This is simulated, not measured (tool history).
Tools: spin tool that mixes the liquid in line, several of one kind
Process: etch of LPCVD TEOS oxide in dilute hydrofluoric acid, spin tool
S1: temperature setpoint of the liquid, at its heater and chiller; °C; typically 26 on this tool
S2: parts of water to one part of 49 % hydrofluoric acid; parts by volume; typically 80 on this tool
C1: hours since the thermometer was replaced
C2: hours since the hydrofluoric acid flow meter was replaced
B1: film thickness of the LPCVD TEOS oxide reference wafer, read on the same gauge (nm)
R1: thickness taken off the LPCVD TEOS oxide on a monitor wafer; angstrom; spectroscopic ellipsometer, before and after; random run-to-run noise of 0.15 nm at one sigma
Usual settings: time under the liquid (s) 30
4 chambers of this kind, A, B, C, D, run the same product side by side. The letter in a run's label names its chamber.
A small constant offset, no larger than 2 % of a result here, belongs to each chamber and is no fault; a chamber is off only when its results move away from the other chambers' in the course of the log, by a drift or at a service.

{"run": "1B", "day": 0.229, "S1": 26, "S2": 80, "time under the liquid (s)": 30, "C1": 215.2, "C2": 740.0, "B1": 109.99, "R1": 184.66}
{"run": "2A", "day": 0.442, "S1": 26, "S2": 80, "time under the liquid (s)": 30, "C1": 1985.3, "C2": 1460.4, "B1": 110.01, "R1": 185.08}
{"run": "3C", "day": 0.758, "S1": 26, "S2": 80, "time under the liquid (s)": 30, "C1": 702.0, "C2": 1873.5, "B1": 109.97, "R1": 182.18}
{"run": "4D", "day": 1.117, "S1": 26, "S2": 80, "time under the liquid (s)": 30, "C1": 1001.6, "C2": 1941.9, "B1": 110.0, "R1": 188.5}
{"run": "5C", "day": 1.429, "S1": 26, "S2": 80, "time under the liquid (s)": 30, "C1": 718.1, "C2": 1889.6, "B1": 110.01, "R1": 182.12}
{"run": "6B", "day": 1.767, "S1": 26, "S2": 80, "time under the liquid (s)": 30, "C1": 252.1, "C2": 776.9, "B1": 109.97, "R1": 188.42}
{"run": "7A", "day": 2.067, "S1": 26, "S2": 80, "time under the liquid (s)": 30, "C1": 2024.3, "C2": 1499.4, "B1": 109.99, "R1": 183.96}
{"run": "8D", "day": 2.292, "S1": 26, "S2": 80, "time under the liquid (s)": 30, "C1": 1029.8, "C2": 1970.1, "B1": 109.96, "R1": 188.52}
{"run": "9C", "day": 2.512, "S1": 26, "S2": 80, "time under the liquid (s)": 30, "C1": 744.1, "C2": 1915.6, "B1": 110.0, "R1": 183.68}
{"run": "10B", "day": 2.704, "S1": 26, "S2": 80, "time under the liquid (s)": 30, "C1": 274.6, "C2": 799.4, "B1": 109.98, "R1": 185.62}
{"run": "11A", "day": 2.954, "S1": 26, "S2": 80, "time under the liquid (s)": 30, "C1": 2045.6, "C2": 1520.7, "B1": 109.99, "R1": 183.73}
{"run": "12D", "day": 3.296, "S1": 26, "S2": 80, "time under the liquid (s)": 30, "C1": 1053.9, "C2": 1994.2, "B1": 110.02, "R1": 189.9}
{"run": "13B", "day": 3.6, "S1": 26, "S2": 80, "time under the liquid (s)": 30, "C1": 296.1, "C2": 820.9, "B1": 109.98, "R1": 184.66}
{"run": "14C", "day": 3.796, "S1": 26, "S2": 80, "time under the liquid (s)": 30, "C1": 774.9, "C2": 1946.4, "B1": 109.98, "R1": 179.67}
{"run": "15A", "day": 4.117, "S1": 26, "S2": 80, "time under the liquid (s)": 30, "C1": 2073.5, "C2": 1548.6, "B1": 110.0, "R1": 185.11}
{"run": "16D", "day": 4.467, "S1": 26, "S2": 80, "time under the liquid (s)": 30, "C1": 1082.0, "C2": 2022.3, "B1": 109.99, "R1": 187.57}
{"run": "17A", "day": 4.679, "S1": 26, "S2": 80, "time under the liquid (s)": 30, "C1": 2087.0, "C2": 1562.1, "B1": 109.98, "R1": 184.76}
{"run": "18C", "day": 4.846, "S1": 26, "S2": 80, "time under the liquid (s)": 30, "C1": 800.1, "C2": 1971.6, "B1": 110.01, "R1": 183.64}
{"run": "19B", "day": 5.196, "S1": 26, "S2": 80, "time under the liquid (s)": 30, "C1": 334.4, "C2": 859.2, "B1": 109.95, "R1": 181.09}
{"run": "20D", "day": 5.538, "S1": 26, "S2": 80, "time under the liquid (s)": 30, "C1": 1107.7, "C2": 2048.0, "B1": 110.04, "R1": 188.8}
{"run": "21C", "day": 5.796, "S1": 26, "S2": 80, "time under the liquid (s)": 30, "C1": 822.9, "C2": 1994.4, "B1": 110.04, "R1": 181.27}
{"run": "22D", "day": 5.95, "S1": 26, "S2": 80, "time under the liquid (s)": 45, "C1": 1117.6, "C2": 2057.9, "B1": 109.98, "R1": 285.85}
{"run": "23A", "day": 6.179, "S1": 26, "S2": 80, "time under the liquid (s)": 45, "C1": 2123.0, "C2": 1598.1, "B1": 109.95, "R1": 277.09}
{"run": "24B", "day": 6.504, "S1": 26, "S2": 80, "time under the liquid (s)": 45, "C1": 365.8, "C2": 890.6, "B1": 110.03, "R1": 270.12}
{"run": "25B", "day": 6.829, "S1": 26, "S2": 80, "time under the liquid (s)": 45, "C1": 373.6, "C2": 898.4, "B1": 109.98, "R1": 274.79}
{"run": "26A", "day": 7.162, "S1": 26, "S2": 95, "time under the liquid (s)": 15, "C1": 2146.6, "C2": 1621.7, "B1": 110.01, "R1": 75.942}
{"run": "27C", "day": 7.442, "S1": 26, "S2": 95, "time under the liquid (s)": 15, "C1": 862.4, "C2": 2033.9, "B1": 110.01, "R1": 75.074}
{"run": "28D", "day": 7.775, "S1": 26, "S2": 95, "time under the liquid (s)": 15, "C1": 1161.4, "C2": 2101.7, "B1": 110.01, "R1": 78.673}

Is one chamber off against the others, does the gauge drift, or is nothing wrong? If a chamber is off, say which, and what the likeliest cause is.

It is chamber B that slowly wanders off from its peers.
Likeliest cause: hydrofluoric acid flow below the setpoint (%) = 4.66.
From this log alone, it may not be told apart from: liquid colder than its thermometer reads (K).

Below are 4 candidate recipes for chamber B's next run, each the usual settings with a change, their results shown as question marks. Which of them brings B's results back in line with what the other chambers give on the usual settings?
To be in line, a result may differ from the other chambers' mean on the usual settings by at most: R1 5.400 angstrom
{"run": "29B-1", "day": 8.033, "S1": 27.0, "S2": 80, "time under the liquid (s)": 30, "R1": "?"}
{"run": "29B-2", "day": 8.033, "S1": 26.5, "S2": 75, "time under the liquid (s)": 30, "R1": "?"}
{"run": "29B-3", "day": 8.033, "S1": 25.5, "S2": 85, "time under the liquid (s)": 30, "R1": "?"}
{"run": "29B-4", "day": 8.033, "S1": 25.0, "S2": 80, "time under the liquid (s)": 30, "R1": "?"}

Average result of the remaining chambers running the usual settings: R1 184.730 angstrom
run=29B-1 R1=183.560
run=29B-2 R1=193.150
run=29B-3 R1=161.800
run=29B-4 R1=169.450
It is 29B-1 that realigns the chamber with its peers.
